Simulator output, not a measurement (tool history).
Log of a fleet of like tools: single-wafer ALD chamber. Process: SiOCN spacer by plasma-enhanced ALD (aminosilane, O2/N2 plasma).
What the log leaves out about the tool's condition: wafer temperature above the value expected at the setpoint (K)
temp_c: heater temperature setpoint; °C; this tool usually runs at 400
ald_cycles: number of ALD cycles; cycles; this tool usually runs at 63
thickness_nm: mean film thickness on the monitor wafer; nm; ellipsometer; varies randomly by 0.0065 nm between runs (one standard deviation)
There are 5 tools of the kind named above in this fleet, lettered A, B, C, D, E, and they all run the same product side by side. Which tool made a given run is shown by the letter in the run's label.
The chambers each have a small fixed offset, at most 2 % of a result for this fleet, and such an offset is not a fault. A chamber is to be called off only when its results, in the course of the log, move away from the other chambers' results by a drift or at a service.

run	day	temp_c	ald_cycles	hours since the last thermocouple change	read-back reference wafer on the same gauge, thickness_nm	thickness_nm
1C	0.438	400	63	120.8	3.7598	3.7596
2B	0.896	400	63	943	3.7583	3.7298
3E	1.271	400	63	594.3	3.7592	3.7917
4A	1.862	400	63	1714.7	3.7588	3.8146
5D	2.138	411	72	1010.5	3.7577	4.189
6E	2.496	411	72	623.7	3.7565	4.1984
7A	2.808	411	72	1737.4	3.7569	4.2307
8C	3.138	411	72	185.6	3.7557	4.1472
9D	3.779	411	72	1049.9	3.754	4.1876
10B	4.383	400	63	1026.7	3.7529	3.7355
11B	5.021	400	63	1042	3.7536	3.7263
12C	5.617	400	63	245.1	3.7521	3.7304
13E	5.988	400	63	707.5	3.7503	3.7932
14A	6.554	400	63	1827.3	3.7491	3.8195
15D	7.029	400	63	1127.9	3.7488	3.7789
16D	7.329	400	63	1135.1	3.7496	3.7771
17A	7.8	387	68	1857.2	3.7478	4.1155
18E	8.404	387	68	765.5	3.7479	4.0919
19C	9	387	68	326.3	3.748	4.0467
20B	9.575	387	68	1151.3	3.7459	4.0144
21D	10.121	387	68	1202.1	3.7453	4.0794
22E	10.546	400	63	816.9	3.7453	3.7899
23A	10.938	400	63	1932.5	3.7445	3.8147
24C	11.483	400	63	385.9	3.7424	3.7411
25B	11.858	400	63	1206.1	3.7415	3.7089
26A	12.288	400	63	1964.9	3.7426	3.8219
27C	12.642	400	63	413.7	3.7424	3.7371
28D	13.046	411	55	1272.3	3.7411	3.1875
29E	13.542	411	55	888.8	3.7399	3.1894
30B	13.838	411	55	1253.6	3.7382	3.1353
# day 14.317: chamber B: thermocouple changed; heater temperature recalibrated
31C	14.417	411	55	456.3	3.7396	3.15
32D	15.029	411	55	1319.9	3.737	3.1796
33E	15.45	400	63	934.6	3.7374	3.7747
34A	15.954	400	63	2052.9	3.7369	3.8029
35B	16.575	400	63	54.3	3.7361	3.705
36B	16.975	400	63	63.9	3.7346	3.7123
37D	17.467	400	63	1378.4	3.7348	3.7628

The same settings go to every chamber for the next run, one line per chamber below. Forecast the results for each:
38A	17.925	400	54			?
38B	17.925	400	54			?
38C	17.925	400	54			?
38D	17.925	400	54			?
38E	17.925	400	54			?

run	thickness_nm
38A	3.2518
38B	3.172
38C	3.2018
38D	3.2258
38E	3.2311

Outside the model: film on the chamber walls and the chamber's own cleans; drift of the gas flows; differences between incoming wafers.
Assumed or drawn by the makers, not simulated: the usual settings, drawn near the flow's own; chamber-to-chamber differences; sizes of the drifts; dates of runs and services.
